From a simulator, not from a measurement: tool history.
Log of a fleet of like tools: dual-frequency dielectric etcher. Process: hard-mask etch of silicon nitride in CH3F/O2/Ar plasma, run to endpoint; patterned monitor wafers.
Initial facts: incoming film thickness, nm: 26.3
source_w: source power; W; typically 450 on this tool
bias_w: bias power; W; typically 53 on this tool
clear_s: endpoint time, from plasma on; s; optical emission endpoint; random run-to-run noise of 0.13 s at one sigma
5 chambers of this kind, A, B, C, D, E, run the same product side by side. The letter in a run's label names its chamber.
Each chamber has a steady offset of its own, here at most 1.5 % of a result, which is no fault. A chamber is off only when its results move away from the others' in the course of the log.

run	hour	source_w	bias_w	hours since the last wet clean	hours since the last source power generator calibration	hours since the last bias power generator calibration	clear_s
# hour 1.3: chamber A: wet clean of the chamber
1E	5.9	450	53	210.1	2027.2	2147.2	39.987
2C	11.5	450	53	14.2	1332.4	802.1	40.685
3D	16.5	450	53	499.7	125.0	2810.8	40.860
4B	19.7	450	53	636.7	3134.6	886.5	40.036
5A	24.6	450	53	23.3	647.8	309.9	40.196
6B	29.2	450	53	646.2	3144.1	896.0	40.005
# hour 32.0: chamber D: bias power generator calibrated
7D	34.5	520	53	517.7	143.0	2.6	38.215
8E	39.8	520	53	244.0	2061.1	2181.1	37.891
# hour 41.2: chamber B: wet clean of the chamber
9C	42.6	520	53	45.3	1363.5	833.2	38.103
10A	47.7	520	53	46.4	670.9	333.0	38.115
11E	51.6	520	53	255.8	2072.9	2192.9	37.893
12A	57.2	450	53	55.9	680.4	342.5	40.144
13B	60.7	500	53	19.6	3175.6	927.5	36.514
14C	65.5	500	53	68.2	1386.4	856.1	39.133
15D	68.5	500	53	551.7	177.0	36.6	38.956
16E	72.8	500	53	277.0	2094.1	2214.1	38.476
17D	77.9	500	53	561.1	186.4	46.0	39.058
18A	81.6	450	53	80.3	704.8	366.9	40.112
19B	86.9	450	53	45.8	3201.8	953.7	38.226
20C	91.0	450	61	93.7	1411.9	881.6	38.849
21D	93.7	450	61	576.9	202.2	61.8	38.833
22E	99.2	450	61	303.4	2120.5	2240.5	38.074
23B	102.6	450	61	61.5	3217.5	969.4	36.643
24A	106.4	450	61	105.1	729.6	391.7	38.431
25C	110.2	450	53	112.9	1431.1	900.8	40.740
# hour 111.4: chamber B: source power generator calibrated
26B	113.6	450	53	72.5	2.3	980.4	38.468
27C	117.7	450	53	120.4	1438.6	908.3	40.515
28D	121.7	450	53	604.9	230.2	89.8	40.382
29E	127.0	450	53	331.2	2148.3	2268.3	40.036
30A	131.9	450	53	130.6	755.1	417.2	40.410

Read the log: is a single chamber off, either drifting away or since a service, is the gauge that measures every chamber drifting, or is nothing wrong beyond small per-chamber offsets? Name any odd chamber and what most likely caused it.

A service on chamber B put it out of line with the rest.
Most likely cause: etch rate over this chamber's usual, % = 4.72.

Below are 4 candidate recipes for chamber B's next run, each the usual settings with a change, their results shown as question marks. Which of them brings B's results back in line with what the other chambers give on the usual settings?
Maximum distance from the other chambers' mean on the usual settings for a result to count as in line: clear_s 0.460 s
31B-1	136.2	520	53				?
31B-2	136.2	520	60				?
31B-3	136.2	450	38				?
31B-4	136.2	410	50				?

The other chambers' mean on the usual settings: clear_s 40.373 s
run	clear_s
31B-1	36.130
31B-2	34.751
31B-3	42.213
31B-4	40.372
31B-4 puts the chamber back in line with the other chambers.
